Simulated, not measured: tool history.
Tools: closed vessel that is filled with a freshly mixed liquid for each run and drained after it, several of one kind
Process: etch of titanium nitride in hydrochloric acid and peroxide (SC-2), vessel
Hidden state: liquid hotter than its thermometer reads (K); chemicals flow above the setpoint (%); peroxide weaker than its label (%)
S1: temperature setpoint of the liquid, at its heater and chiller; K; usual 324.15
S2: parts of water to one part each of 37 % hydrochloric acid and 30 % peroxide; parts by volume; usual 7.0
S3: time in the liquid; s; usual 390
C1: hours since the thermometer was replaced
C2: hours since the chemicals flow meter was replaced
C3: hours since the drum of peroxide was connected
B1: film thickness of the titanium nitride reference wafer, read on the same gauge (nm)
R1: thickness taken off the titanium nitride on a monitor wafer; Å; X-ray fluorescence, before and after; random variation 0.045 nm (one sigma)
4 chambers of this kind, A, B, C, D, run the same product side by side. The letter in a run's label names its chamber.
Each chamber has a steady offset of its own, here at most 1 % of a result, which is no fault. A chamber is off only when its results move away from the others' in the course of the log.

| run | hour | S1 | S2 | S3 | C1 | C2 | C3 | B1 | R1 |
|---|---|---|---|---|---|---|---|---|---|
| 1A | 13.6 | 324.15 | 7.0 | 390 | 1691.9 | 573.2 | 192.8 | 120.02 | 108.320 |
| 2B | 21.5 | 324.15 | 7.0 | 390 | 599.3 | 1208.5 | 737.3 | 119.98 | 107.280 |
| 3D | 29.3 | 324.15 | 7.0 | 390 | 1211.8 | 1133.1 | 118.2 | 119.99 | 106.850 |
| 4C | 42.4 | 324.15 | 7.0 | 390 | 1115.2 | 651.6 | 513.1 | 119.99 | 108.820 |
| 5B | 57.1 | 324.15 | 7.0 | 390 | 634.9 | 1244.1 | 772.9 | 119.97 | 107.010 |
| 6D | 68.2 | 324.15 | 7.0 | 390 | 1250.7 | 1172.0 | 157.1 | 120.01 | 107.110 |
| 7C | 77.0 | 324.15 | 7.0 | 390 | 1149.8 | 686.2 | 547.7 | 120.00 | 109.310 |
| 8A | 89.3 | 324.15 | 4.5 | 390 | 1767.6 | 648.9 | 268.5 | 120.00 | 150.070 |
| 9B | 102.5 | 324.15 | 4.5 | 390 | 680.3 | 1289.5 | 818.3 | 120.00 | 150.700 |
| 10A | 116.5 | 324.15 | 4.5 | 390 | 1794.8 | 676.1 | 295.7 | 120.02 | 149.940 |
| 11C | 125.3 | 324.15 | 4.5 | 390 | 1198.1 | 734.5 | 596.0 | 119.99 | 149.840 |
|  | 134.4 | chamber C: new drum of peroxide connected |
| 12D | 140.5 | 324.15 | 7.0 | 390 | 1323.0 | 1244.3 | 229.4 | 119.99 | 108.010 |
| 13D | 149.6 | 324.15 | 7.0 | 390 | 1332.1 | 1253.4 | 238.5 | 120.00 | 107.770 |
| 14B | 162.3 | 324.15 | 7.0 | 390 | 740.1 | 1349.3 | 878.1 | 119.97 | 109.030 |
| 15A | 176.0 | 320.15 | 7.0 | 565 | 1854.3 | 735.6 | 355.2 | 120.01 | 119.350 |
| 16C | 186.7 | 320.15 | 7.0 | 565 | 1259.5 | 795.9 | 52.4 | 120.00 | 120.470 |
| 17A | 203.2 | 320.15 | 7.0 | 565 | 1881.5 | 762.8 | 382.4 | 120.00 | 119.450 |
|  | 211.2 | chamber A: new drum of peroxide connected |
| 18D | 216.5 | 320.15 | 7.0 | 565 | 1399.0 | 1320.3 | 305.4 | 120.03 | 119.100 |
| 19C | 228.5 | 324.15 | 7.0 | 390 | 1301.3 | 837.7 | 94.2 | 120.02 | 108.840 |
| 20B | 238.0 | 324.15 | 7.0 | 390 | 815.8 | 1425.0 | 953.8 | 120.03 | 109.920 |
| 21B | 254.2 | 324.15 | 7.0 | 390 | 832.0 | 1441.2 | 970.0 | 119.99 | 110.340 |
| 22C | 267.9 | 324.15 | 7.0 | 390 | 1340.7 | 877.1 | 133.6 | 119.98 | 108.340 |
| 23D | 278.8 | 324.15 | 7.0 | 390 | 1461.3 | 1382.6 | 367.7 | 120.03 | 107.880 |
| 24A | 293.4 | 324.15 | 7.0 | 390 | 1971.7 | 853.0 | 82.2 | 119.99 | 107.500 |
| 25A | 305.1 | 324.15 | 7.0 | 390 | 1983.4 | 864.7 | 93.9 | 119.99 | 106.900 |
| 26B | 318.9 | 324.15 | 7.0 | 390 | 896.7 | 1505.9 | 1034.7 | 120.02 | 110.970 |
| 27D | 326.9 | 320.15 | 7.0 | 390 | 1509.4 | 1430.7 | 415.8 | 119.99 | 81.855 |
| 28C | 342.9 | 320.15 | 7.0 | 390 | 1415.7 | 952.1 | 208.6 | 119.97 | 82.486 |
| 29D | 357.3 | 320.15 | 7.0 | 390 | 1539.8 | 1461.1 | 446.2 | 120.03 | 81.788 |
| 30A | 366.4 | 320.15 | 7.0 | 390 | 2044.7 | 926.0 | 155.2 | 119.99 | 82.072 |
| 31B | 379.2 | 324.15 | 7.0 | 390 | 957.0 | 1566.2 | 1095.0 | 120.01 | 111.010 |
| 32C | 392.9 | 324.15 | 7.0 | 390 | 1465.7 | 1002.1 | 258.6 | 120.00 | 108.890 |
| 33B | 405.5 | 324.15 | 7.0 | 390 | 983.3 | 1592.5 | 1121.3 | 119.99 | 111.910 |
| 34A | 414.3 | 324.15 | 7.0 | 390 | 2092.6 | 973.9 | 203.1 | 119.99 | 107.350 |

Is one chamber off against the others, does the gauge drift, or is nothing wrong? If a chamber is off, say which, and what the likeliest cause is.

Chamber B drifts away from the others.
Cause: liquid hotter than its thermometer reads (K) = 0.726.
The log may not tell that from: chemicals flow above the setpoint (%).

Here are 4 candidates for chamber B's next run, each the usual settings with a change, their results left as question marks. Which one brings its results back in line with what the others give on the usual settings?
In line means no further than this from the other chambers' mean on the usual settings: R1 1.600 Å
| 35B-1 | 426.2 | 324.15 | 7.0 | 395 |  |  |  |  | ? |
| 35B-2 | 426.2 | 324.15 | 7.0 | 385 |  |  |  |  | ? |
| 35B-3 | 426.2 | 324.65 | 7.0 | 395 |  |  |  |  | ? |
| 35B-4 | 426.2 | 324.15 | 7.0 | 375 |  |  |  |  | ? |

The other chambers' mean on the usual settings: R1 107.960 Å
| run | R1 |
|---|---|
| 35B-1 | 114.010 |
| 35B-2 | 111.130 |
| 35B-3 | 117.830 |
| 35B-4 | 108.240 |
35B-4 brings the chamber back in line.
